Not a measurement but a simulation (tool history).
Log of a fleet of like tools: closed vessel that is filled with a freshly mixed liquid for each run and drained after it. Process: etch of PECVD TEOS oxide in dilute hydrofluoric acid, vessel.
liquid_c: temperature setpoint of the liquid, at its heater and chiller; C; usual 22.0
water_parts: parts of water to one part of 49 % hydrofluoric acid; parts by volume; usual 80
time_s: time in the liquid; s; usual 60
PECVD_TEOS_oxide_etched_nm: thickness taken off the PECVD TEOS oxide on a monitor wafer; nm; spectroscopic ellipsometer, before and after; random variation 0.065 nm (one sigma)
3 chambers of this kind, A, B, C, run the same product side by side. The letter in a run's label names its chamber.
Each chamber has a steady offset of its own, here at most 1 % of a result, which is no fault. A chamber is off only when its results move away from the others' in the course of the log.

run    day  liquid_c  water_parts  time_s  hours since the thermometer was replaced  hours since the hydrofluoric acid flow meter was replaced  read-back film thickness of the PECVD TEOS oxide reference wafer, read on the same gauge (nm)  PECVD_TEOS_oxide_etched_nm
 1B  0.112      22.0           80      60                                     352.4                                                       86.7                                                                                         129.99                     13.2880
 2C  0.296      22.0           80      60                                    1519.1                                                      134.0                                                                                         130.01                     13.4460
 3A  0.412      22.0           80      60                                     880.7                                                      393.4                                                                                         130.00                     13.3000
 4C  0.525      22.0           80      60                                    1524.6                                                      139.5                                                                                         130.00                     13.4010
 5A  0.721      19.5           80      60                                     888.1                                                      400.8                                                                                         130.01                     12.1770
 6B  0.908      19.5           80      60                                     371.5                                                      105.8                                                                                         130.00                     12.1050
 7A  1.012      19.5           80      60                                     895.1                                                      407.8                                                                                         129.98                     12.2560
 8B  1.229      22.0           80      60                                     379.2                                                      113.5                                                                                         130.00                     13.3160
 9C  1.367      18.0           80      60                                    1544.8                                                      159.7                                                                                         129.99                     11.4120
10A  1.567      18.0           80      60                                     908.4                                                      421.1                                                                                         130.00                     11.5530
11C  1.783      18.0           80      60                                    1554.8                                                      169.7                                                                                         130.02                     11.3900
12B  1.946      22.0           80      60                                     396.4                                                      130.7                                                                                         130.02                     13.3070
13A  2.071      22.0           80      60                                     920.5                                                      433.2                                                                                         130.01                     13.7670
14C  2.288      22.0           80      60                                    1566.9                                                      181.8                                                                                         130.01                     13.4880
15B  2.458      22.0           80      75                                     408.7                                                      143.0                                                                                         130.02                     16.8480
16B  2.612      22.0           80      75                                     412.4                                                      146.7                                                                                         130.00                     16.6900
17C  2.717      22.0           80      75                                    1577.2                                                      192.1                                                                                         129.98                     16.9200
18A  2.858      25.0           80      40                                     939.4                                                      452.1                                                                                         129.98                     10.5170
19A  3.033      25.0           80      40                                     943.6                                                      456.3                                                                                         130.01                     10.5470
20C  3.167      25.0           80      40                                    1588.0                                                      202.9                                                                                         129.97                     10.0140
21B  3.258      24.0           80      60                                     427.9                                                      162.2                                                                                         130.02                     14.5070
22A  3.400      24.0           80      60                                     952.4                                                      465.1                                                                                         130.03                     15.3350

Is one chamber off against the others, does the gauge drift, or is nothing wrong? If a chamber is off, say which, and what the likeliest cause is.

Chamber A drifts away from the others.
Cause: liquid hotter than its thermometer reads (K) = 1.41.
The log may not tell that from: hydrofluoric acid flow above the setpoint (%).

Here are 4 candidates for chamber A's next run, each the usual settings with a change, their results left as question marks. Which one brings its results back in line with what the others give on the usual settings?
In line means no further than this from the other chambers' mean on the usual settings: PECVD_TEOS_oxide_etched_nm 0.2300 nm
23A-1  3.554      23.5           80      60                                                                                                                                                                                                                               ?
23A-2  3.554      22.0           80      55                                                                                                                                                                                                                               ?
23A-3  3.554      22.5           75      60                                                                                                                                                                                                                               ?
23A-4  3.554      20.5           80      60                                                                                                                                                                                                                               ?

The other chambers' mean on the usual settings: PECVD_TEOS_oxide_etched_nm 13.3990 nm
  run  PECVD_TEOS_oxide_etched_nm
23A-1                     15.0950
23A-2                     13.0130
23A-3                     15.5370
23A-4                     13.3450
23A-4 brings the chamber back in line.
